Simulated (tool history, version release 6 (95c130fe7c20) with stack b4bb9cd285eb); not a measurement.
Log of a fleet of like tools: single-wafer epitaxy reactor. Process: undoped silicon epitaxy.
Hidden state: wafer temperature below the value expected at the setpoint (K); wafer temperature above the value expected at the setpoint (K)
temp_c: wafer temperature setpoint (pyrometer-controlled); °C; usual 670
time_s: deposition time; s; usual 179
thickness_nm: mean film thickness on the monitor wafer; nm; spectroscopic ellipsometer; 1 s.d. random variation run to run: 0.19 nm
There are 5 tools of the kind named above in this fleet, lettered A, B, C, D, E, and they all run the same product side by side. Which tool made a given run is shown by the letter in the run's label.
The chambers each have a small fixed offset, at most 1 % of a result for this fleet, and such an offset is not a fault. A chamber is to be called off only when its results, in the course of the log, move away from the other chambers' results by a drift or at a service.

| run | hour | temp_c | time_s | hours since the last pyrometer calibration | read-back reference wafer on the same gauge, thickness_nm | thickness_nm |
|---|---|---|---|---|---|---|
| 1D | 8.1 | 670 | 179 | 405.9 | 37.497 | 45.713 |
| 2E | 16.5 | 670 | 179 | 2143.6 | 37.522 | 45.603 |
| 3B | 22.5 | 670 | 179 | 390.8 | 37.489 | 45.753 |
| 4A | 29.2 | 670 | 179 | 87.3 | 37.556 | 46.129 |
| 5C | 40.1 | 670 | 179 | 1152.0 | 37.493 | 45.740 |
| 6A | 50.5 | 670 | 179 | 108.6 | 37.468 | 46.231 |
| 7E | 58.6 | 670 | 179 | 2185.7 | 37.472 | 45.528 |
| 8D | 67.9 | 670 | 179 | 465.7 | 37.492 | 45.929 |
| 9C | 76.2 | 682 | 179 | 1188.1 | 37.479 | 58.680 |
| 10B | 86.5 | 682 | 179 | 454.8 | 37.462 | 58.317 |
| 11E | 96.3 | 682 | 179 | 2223.4 | 37.494 | 58.381 |
| 12D | 104.0 | 682 | 179 | 501.8 | 37.486 | 59.434 |
| 13A | 113.6 | 682 | 179 | 171.7 | 37.479 | 58.849 |
| 14C | 121.1 | 665 | 201 | 1233.0 | 37.533 | 46.408 |
| 15B | 131.7 | 665 | 201 | 500.0 | 37.453 | 46.392 |
| 16E | 140.2 | 665 | 201 | 2267.3 | 37.497 | 46.098 |
| 17C | 149.6 | 665 | 201 | 1261.5 | 37.480 | 46.368 |
| 18D | 158.9 | 665 | 201 | 556.7 | 37.538 | 46.605 |
| 19B | 170.5 | 670 | 179 | 538.8 | 37.522 | 46.187 |
| 20A | 182.2 | 670 | 179 | 240.3 | 37.490 | 46.227 |
| 21C | 190.5 | 670 | 179 | 1302.4 | 37.492 | 45.279 |
| 22D | 197.5 | 670 | 179 | 595.3 | 37.473 | 46.033 |
| 23E | 204.4 | 670 | 179 | 2331.5 | 37.483 | 45.351 |
| 24B | 213.9 | 670 | 179 | 582.2 | 37.535 | 45.895 |
| 25A | 223.7 | 670 | 179 | 281.8 | 37.501 | 45.827 |
| 26E | 232.0 | 670 | 179 | 2359.1 | 37.491 | 45.362 |
| 27D | 242.6 | 670 | 179 | 640.4 | 37.570 | 46.214 |
| 28A | 248.4 | 670 | 179 | 306.5 | 37.469 | 46.141 |
| 29B | 254.2 | 670 | 179 | 622.5 | 37.501 | 46.153 |
|  | 259.4 | chamber E: pyrometer calibrated |
| 30C | 259.7 | 670 | 179 | 1371.6 | 37.462 | 45.827 |
| 31E | 267.8 | 661 | 179 | 8.4 | 37.522 | 37.652 |
| 32B | 280.1 | 661 | 179 | 648.4 | 37.500 | 37.948 |
| 33D | 286.5 | 661 | 179 | 684.3 | 37.512 | 37.925 |
| 34A | 292.7 | 661 | 179 | 350.8 | 37.481 | 38.307 |
| 35C | 302.5 | 661 | 179 | 1414.4 | 37.479 | 37.837 |
| 36A | 314.9 | 679 | 198 | 373.0 | 37.472 | 61.013 |
| 37E | 321.3 | 679 | 198 | 61.9 | 37.507 | 60.909 |

Which is it: a chamber that has drifted or been left off by a service, a gauge drift common to all chambers, or only each chamber's usual small offset? If a chamber is off, name it and its likeliest cause.

No chamber is off and the gauge is stable; the differences are just each chamber's small, constant offset.

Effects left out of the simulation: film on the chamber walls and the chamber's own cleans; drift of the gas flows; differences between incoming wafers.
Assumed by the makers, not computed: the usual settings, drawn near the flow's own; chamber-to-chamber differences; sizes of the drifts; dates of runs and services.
